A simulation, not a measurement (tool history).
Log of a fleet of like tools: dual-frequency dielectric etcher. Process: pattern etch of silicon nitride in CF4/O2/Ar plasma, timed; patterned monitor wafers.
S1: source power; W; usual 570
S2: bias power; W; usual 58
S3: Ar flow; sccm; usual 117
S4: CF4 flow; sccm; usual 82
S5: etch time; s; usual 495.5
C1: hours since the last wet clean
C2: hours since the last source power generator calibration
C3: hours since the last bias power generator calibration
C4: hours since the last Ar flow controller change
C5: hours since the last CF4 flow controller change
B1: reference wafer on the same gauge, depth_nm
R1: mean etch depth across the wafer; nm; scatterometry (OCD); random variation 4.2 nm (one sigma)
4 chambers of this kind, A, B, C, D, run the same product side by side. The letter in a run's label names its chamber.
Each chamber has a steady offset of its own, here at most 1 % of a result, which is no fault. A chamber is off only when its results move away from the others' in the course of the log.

run,day,S1,S2,S3,S4,S5,C1,C2,C3,C4,C5,B1,R1
1C,0.212,570,58,117,82,495.5,342.9,2100.5,2342.2,2974.2,683.7,920.30,1066.10
2D,0.458,570,58,117,82,495.5,76.5,1204.1,956.9,4558.3,33.5,920.83,1059.80
3B,0.633,570,58,117,82,495.5,237.6,1384.6,2057.1,3959.7,3820.9,919.70,1068.70
4A,0.858,570,58,117,82,495.5,226.4,477.8,400.6,572.2,307.6,919.83,1070.00
5D,1.162,570,58,117,82,495.5,93.4,1221.0,973.8,4575.2,50.4,919.35,1054.20
6A,1.346,570,58,117,82,495.5,238.1,489.5,412.3,583.9,319.3,919.43,1067.30
7C,1.554,570,58,117,82,495.5,375.1,2132.7,2374.4,3006.4,715.9,920.46,1062.60
8B,1.746,570,58,117,82,495.5,264.3,1411.3,2083.8,3986.4,3847.6,920.82,1063.00
9B,2.000,570,58,117,82,495.5,270.4,1417.4,2089.9,3992.5,3853.7,919.91,1061.60
10A,2.208,570,58,117,82,495.5,258.8,510.2,433.0,604.6,340.0,919.65,1073.40
11C,2.467,570,58,117,82,495.5,397.0,2154.6,2396.3,3028.3,737.8,920.94,1061.70
# day 2.596: chamber C: wet clean of the chamber
12D,2.633,570,58,117,82,495.5,128.7,1256.3,1009.1,4610.5,85.7,919.09,1051.20
13C,2.858,570,58,117,82,495.5,6.3,2164.0,2405.7,3037.7,747.2,920.59,1066.10
14A,3.204,570,58,117,82,495.5,282.7,534.1,456.9,628.5,363.9,920.05,1073.20
15D,3.429,570,58,117,82,495.5,147.8,1275.4,1028.2,4629.6,104.8,920.18,1060.20
16B,3.750,480,58,117,82,630.5,312.4,1459.4,2131.9,4034.5,3895.7,920.02,1163.80
17B,3.971,480,58,117,82,630.5,317.7,1464.7,2137.2,4039.8,3901.0,920.46,1163.70
18C,4.329,480,58,117,82,630.5,41.6,2199.3,2441.0,3073.0,782.5,920.16,1164.80
# day 4.662: chamber A: wet clean of the chamber
19A,4.700,480,58,117,82,630.5,1.0,570.0,492.8,664.4,399.8,919.62,1177.30
20D,5.017,570,69,117,82,558.5,185.9,1313.5,1066.3,4667.7,142.9,919.22,1276.20
21B,5.242,570,69,117,82,558.5,348.2,1495.2,2167.7,4070.3,3931.5,919.99,1293.50
22C,5.488,570,69,117,82,558.5,69.4,2227.1,2468.8,3100.8,810.3,919.78,1281.10
23A,5.671,570,69,117,82,558.5,24.3,593.3,516.1,687.7,423.1,919.30,1296.40
24D,5.892,570,58,117,82,495.5,206.9,1334.5,1087.3,4688.7,163.9,919.85,1058.10
25A,6.058,570,58,117,82,495.5,33.6,602.6,525.4,697.0,432.4,919.89,1072.80
26C,6.292,570,58,117,82,495.5,88.7,2246.4,2488.1,3120.1,829.6,919.54,1071.90
27B,6.471,570,58,117,82,495.5,377.7,1524.7,2197.2,4099.8,3961.0,919.45,1065.20
28D,6.633,570,58,117,82,495.5,224.7,1352.3,1105.1,4706.5,181.7,919.79,1056.50
29D,6.983,570,58,117,82,495.5,233.1,1360.7,1113.5,4714.9,190.1,920.00,1052.40
30A,7.233,570,58,117,82,495.5,61.8,630.8,553.6,725.2,460.6,920.31,1073.10
31B,7.538,570,58,117,82,495.5,403.3,1550.3,2222.8,4125.4,3986.6,919.99,1062.10
32C,7.808,570,58,117,82,495.5,125.1,2282.8,2524.5,3156.5,866.0,920.88,1061.30
33A,7.979,570,58,117,82,495.5,79.7,648.7,571.5,743.1,478.5,920.12,1075.00
34B,8.212,570,58,117,82,495.5,419.5,1566.5,2239.0,4141.6,4002.8,920.13,1064.40
35C,8.438,570,58,117,82,495.5,140.2,2297.9,2539.6,3171.6,881.1,919.72,1067.10
36D,8.629,570,58,91,82,391.5,272.6,1400.2,1153.0,4754.4,229.6,919.06,861.06
37D,8.842,570,58,91,82,391.5,277.7,1405.3,1158.1,4759.5,234.7,919.18,859.50

Next, every chamber runs the same settings. What will each give?
38A,9.108,570,58,117,69,495.5,,,,,,,?
38B,9.108,570,58,117,69,495.5,,,,,,,?
38C,9.108,570,58,117,69,495.5,,,,,,,?
38D,9.108,570,58,117,69,495.5,,,,,,,?

run,R1
38A,1044.40
38B,1041.30
38C,1043.30
38D,1035.00

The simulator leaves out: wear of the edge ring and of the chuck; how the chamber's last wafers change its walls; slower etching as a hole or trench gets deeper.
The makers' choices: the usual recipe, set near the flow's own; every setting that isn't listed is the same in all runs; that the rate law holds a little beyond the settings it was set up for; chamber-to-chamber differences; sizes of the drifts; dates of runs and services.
